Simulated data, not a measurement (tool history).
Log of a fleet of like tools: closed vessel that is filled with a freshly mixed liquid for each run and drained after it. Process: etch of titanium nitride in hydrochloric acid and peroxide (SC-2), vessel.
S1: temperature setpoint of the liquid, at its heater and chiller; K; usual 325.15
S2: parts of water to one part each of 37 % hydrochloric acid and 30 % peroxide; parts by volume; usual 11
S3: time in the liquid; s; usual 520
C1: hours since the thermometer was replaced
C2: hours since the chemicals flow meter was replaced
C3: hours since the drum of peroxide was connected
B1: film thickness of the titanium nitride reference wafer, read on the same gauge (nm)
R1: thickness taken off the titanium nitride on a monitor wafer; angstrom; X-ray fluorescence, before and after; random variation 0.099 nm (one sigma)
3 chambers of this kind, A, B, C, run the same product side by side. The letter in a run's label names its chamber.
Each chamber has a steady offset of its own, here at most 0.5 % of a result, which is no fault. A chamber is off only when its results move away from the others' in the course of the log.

| run | hour | S1 | S2 | S3 | C1 | C2 | C3 | B1 | R1 |
|---|---|---|---|---|---|---|---|---|---|
| 1C | 5.6 | 325.15 | 11 | 520 | 266.7 | 137.1 | 117.1 | 49.993 | 196.11 |
| 2A | 11.1 | 325.15 | 11 | 520 | 50 | 83.1 | 104 | 49.984 | 196.04 |
| 3B | 19.4 | 325.15 | 11 | 520 | 33.7 | 2039.7 | 759.2 | 49.992 | 195.24 |
| 4C | 24.3 | 325.15 | 11 | 520 | 285.4 | 155.8 | 135.8 | 49.993 | 196.78 |
| 5B | 32 | 325.15 | 11 | 520 | 46.3 | 2052.3 | 771.8 | 49.992 | 195.86 |
| 6A | 42.1 | 325.15 | 11 | 520 | 81 | 114.1 | 135 | 50.003 | 196.57 |
| 7B | 51.4 | 325.15 | 11 | 520 | 65.7 | 2071.7 | 791.2 | 49.999 | 194.67 |
| 8C | 60.7 | 325.15 | 11 | 520 | 321.8 | 192.2 | 172.2 | 49.979 | 197.6 |
| 9A | 70.6 | 325.15 | 11 | 520 | 109.5 | 142.6 | 163.5 | 50.036 | 193.34 |
| 10C | 78.1 | 325.15 | 11 | 520 | 339.2 | 209.6 | 189.6 | 49.984 | 197.55 |
| 11A | 85.6 | 325.15 | 11 | 520 | 124.5 | 157.6 | 178.5 | 50.011 | 191.17 |
| 12B | 94.1 | 325.15 | 11 | 520 | 108.4 | 2114.4 | 833.9 | 50.003 | 195.95 |
| 13A | 99.4 | 325.15 | 11 | 520 | 138.3 | 171.4 | 192.3 | 50.021 | 188.99 |
| 14C | 108.2 | 325.15 | 11 | 520 | 369.3 | 239.7 | 219.7 | 49.999 | 197.39 |
| 15B | 114.8 | 325.15 | 11 | 520 | 129.1 | 2135.1 | 854.6 | 50.015 | 195.14 |
| 16A | 119.3 | 325.15 | 11 | 520 | 158.2 | 191.3 | 212.2 | 50.011 | 186.91 |
| 17C | 126.6 | 325.15 | 11 | 520 | 387.7 | 258.1 | 238.1 | 49.973 | 196.22 |
| 18B | 136.4 | 325.15 | 11 | 520 | 150.7 | 2156.7 | 876.2 | 50.011 | 196.81 |
| 19C | 141.2 | 325.15 | 11 | 520 | 402.3 | 272.7 | 252.7 | 49.989 | 197.81 |
| 20A | 149.2 | 325.15 | 11 | 520 | 188.1 | 221.2 | 242.1 | 49.976 | 184.27 |
| 21B | 153.7 | 325.15 | 11 | 520 | 168 | 2174 | 893.5 | 49.99 | 195.55 |

What goes on in this fleet: one chamber off, a drifting gauge, or nothing beyond the chambers' own small offsets? Name the chamber and the cause, if any.

Chamber A drifts away from the others.
Cause: peroxide weaker than its label (%) = 7.2.
The log may not tell that from: liquid colder than its thermometer reads (K); chemicals flow below the setpoint (%).

Here are 4 candidates for chamber A's next run, each the usual settings with a change, their results left as question marks. Which one brings its results back in line with what the others give on the usual settings?
In line means no further than this from the other chambers' mean on the usual settings: R1 3.5 angstrom
| 22A-1 | 161.1 | 324.65 | 11 | 500 |  |  |  |  | ? |
| 22A-2 | 161.1 | 324.15 | 11.5 | 495 |  |  |  |  | ? |
| 22A-3 | 161.1 | 325.15 | 11 | 605 |  |  |  |  | ? |
| 22A-4 | 161.1 | 325.65 | 11 | 540 |  |  |  |  | ? |

The other chambers' mean on the usual settings: R1 195.92 angstrom
| run | R1 |
|---|---|
| 22A-1 | 170.16 |
| 22A-2 | 156.92 |
| 22A-3 | 212.94 |
| 22A-4 | 196.41 |
22A-4 brings the chamber back in line.
